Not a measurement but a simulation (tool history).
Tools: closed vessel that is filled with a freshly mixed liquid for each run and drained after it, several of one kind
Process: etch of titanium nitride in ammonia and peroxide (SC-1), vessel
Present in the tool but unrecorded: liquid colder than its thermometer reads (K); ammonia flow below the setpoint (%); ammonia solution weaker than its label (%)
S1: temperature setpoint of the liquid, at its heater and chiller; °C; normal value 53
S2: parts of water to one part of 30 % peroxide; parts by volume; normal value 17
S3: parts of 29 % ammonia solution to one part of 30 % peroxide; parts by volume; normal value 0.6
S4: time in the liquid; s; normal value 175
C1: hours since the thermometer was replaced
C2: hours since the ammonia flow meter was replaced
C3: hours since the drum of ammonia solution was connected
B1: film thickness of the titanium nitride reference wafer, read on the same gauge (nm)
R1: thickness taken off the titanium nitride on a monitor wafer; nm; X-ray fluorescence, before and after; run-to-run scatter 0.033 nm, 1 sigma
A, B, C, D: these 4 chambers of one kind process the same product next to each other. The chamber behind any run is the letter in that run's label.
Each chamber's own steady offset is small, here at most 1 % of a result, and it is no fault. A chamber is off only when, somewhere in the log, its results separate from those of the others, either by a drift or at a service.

| run | hour | S1 | S2 | S3 | S4 | C1 | C2 | C3 | B1 | R1 |
|---|---|---|---|---|---|---|---|---|---|---|
| 1A | 3.5 | 53 | 17 | 0.6 | 175 | 56.8 | 154.8 | 217.3 | 29.973 | 5.6825 |
| 2D | 8.3 | 53 | 17 | 0.6 | 175 | 242.0 | 761.7 | 221.5 | 29.987 | 5.6654 |
| 3B | 13.1 | 53 | 17 | 0.6 | 175 | 492.9 | 1080.8 | 86.1 | 30.044 | 5.7537 |
| 4C | 17.4 | 53 | 17 | 0.6 | 175 | 2340.9 | 2239.5 | 22.7 | 30.078 | 5.6709 |
| 5D | 20.6 | 53 | 17 | 0.6 | 175 | 254.3 | 774.0 | 233.8 | 30.005 | 5.6640 |
| 6B | 23.5 | 53 | 17 | 0.6 | 175 | 503.3 | 1091.2 | 96.5 | 29.991 | 5.7048 |
| 7A | 26.4 | 53 | 17 | 0.6 | 175 | 79.7 | 177.7 | 240.2 | 29.986 | 5.6728 |
| 8C | 30.0 | 53 | 17 | 0.6 | 175 | 2353.5 | 2252.1 | 35.3 | 29.973 | 5.6918 |
| 9C | 32.7 | 53 | 17 | 0.6 | 175 | 2356.2 | 2254.8 | 38.0 | 29.984 | 5.7079 |
| 10B | 36.8 | 53 | 17 | 0.6 | 175 | 516.6 | 1104.5 | 109.8 | 29.956 | 5.6342 |
| 11D | 39.0 | 53 | 17 | 0.6 | 175 | 272.7 | 792.4 | 252.2 | 29.924 | 5.6443 |
| 12A | 42.1 | 53 | 17 | 0.6 | 175 | 95.4 | 193.4 | 255.9 | 29.987 | 5.6137 |
| 13B | 45.6 | 53 | 17 | 0.6 | 175 | 525.4 | 1113.3 | 118.6 | 29.981 | 5.6000 |
| 14A | 49.3 | 53 | 17 | 0.6 | 175 | 102.6 | 200.6 | 263.1 | 30.000 | 5.6481 |
| 15C | 53.0 | 53 | 17 | 0.6 | 175 | 2376.5 | 2275.1 | 58.3 | 30.044 | 5.7293 |
| 16D | 57.7 | 60 | 11 | 0.6 | 175 | 291.4 | 811.1 | 270.9 | 29.982 | 11.4020 |
| 17D | 62.6 | 60 | 11 | 0.6 | 175 | 296.3 | 816.0 | 275.8 | 30.012 | 11.3840 |
| 18B | 67.4 | 60 | 11 | 0.6 | 175 | 547.2 | 1135.1 | 140.4 | 29.975 | 11.2240 |
| 19C | 69.6 | 60 | 11 | 0.6 | 175 | 2393.1 | 2291.7 | 74.9 | 30.018 | 11.3950 |
| 20A | 74.2 | 53 | 17 | 0.6 | 175 | 127.5 | 225.5 | 288.0 | 29.992 | 5.5836 |
| 21D | 77.4 | 53 | 17 | 0.6 | 175 | 311.1 | 830.8 | 290.6 | 29.958 | 5.6058 |
| 22A | 80.8 | 53 | 17 | 0.6 | 175 | 134.1 | 232.1 | 294.6 | 30.016 | 5.7046 |
| 23B | 84.1 | 53 | 17 | 0.6 | 175 | 563.9 | 1151.8 | 157.1 | 29.952 | 5.5199 |
| 24C | 88.2 | 53 | 17 | 0.6 | 175 | 2411.7 | 2310.3 | 93.5 | 29.962 | 5.7162 |
| 25D | 92.4 | 53 | 17 | 0.6 | 175 | 326.1 | 845.8 | 305.6 | 29.963 | 5.6494 |
| 26C | 95.5 | 53 | 17 | 0.6 | 175 | 2419.0 | 2317.6 | 100.8 | 29.980 | 5.6692 |
| 27B | 98.8 | 53 | 17 | 0.6 | 175 | 578.6 | 1166.5 | 171.8 | 30.012 | 5.3935 |
| 28A | 101.2 | 53 | 17 | 0.8 | 175 | 154.5 | 252.5 | 315.0 | 29.965 | 5.8827 |

Is one chamber out of step, is the gauge drifting, or do the chambers differ by no more than their own small offsets? For an off chamber, give its letter and the likeliest cause.

Little by little, chamber B moves away from the other chambers.
Cause: liquid colder than its thermometer reads (K) = 0.734.

Here are 4 candidates for chamber B's next run, each the usual settings with a change, their results left as question marks. Which one brings its results back in line with what the others give on the usual settings?
Counts as in line when no further than this from what the other chambers average on the usual settings: R1 0.1100 nm
| 29B-1 | 104.8 | 53 | 17.0 | 0.6 | 160 |  |  |  |  | ? |
| 29B-2 | 104.8 | 53 | 15.5 | 0.6 | 175 |  |  |  |  | ? |
| 29B-3 | 104.8 | 53 | 17.5 | 0.6 | 170 |  |  |  |  | ? |
| 29B-4 | 104.8 | 54 | 16.5 | 0.6 | 175 |  |  |  |  | ? |

Mean of the other chambers on the usual settings: R1 5.6695 nm
| run | R1 |
|---|---|
| 29B-1 | 4.9389 |
| 29B-2 | 5.6843 |
| 29B-3 | 5.1640 |
| 29B-4 | 5.8812 |
The right change is 29B-2: it brings the chamber back within the allowed miss of the others.

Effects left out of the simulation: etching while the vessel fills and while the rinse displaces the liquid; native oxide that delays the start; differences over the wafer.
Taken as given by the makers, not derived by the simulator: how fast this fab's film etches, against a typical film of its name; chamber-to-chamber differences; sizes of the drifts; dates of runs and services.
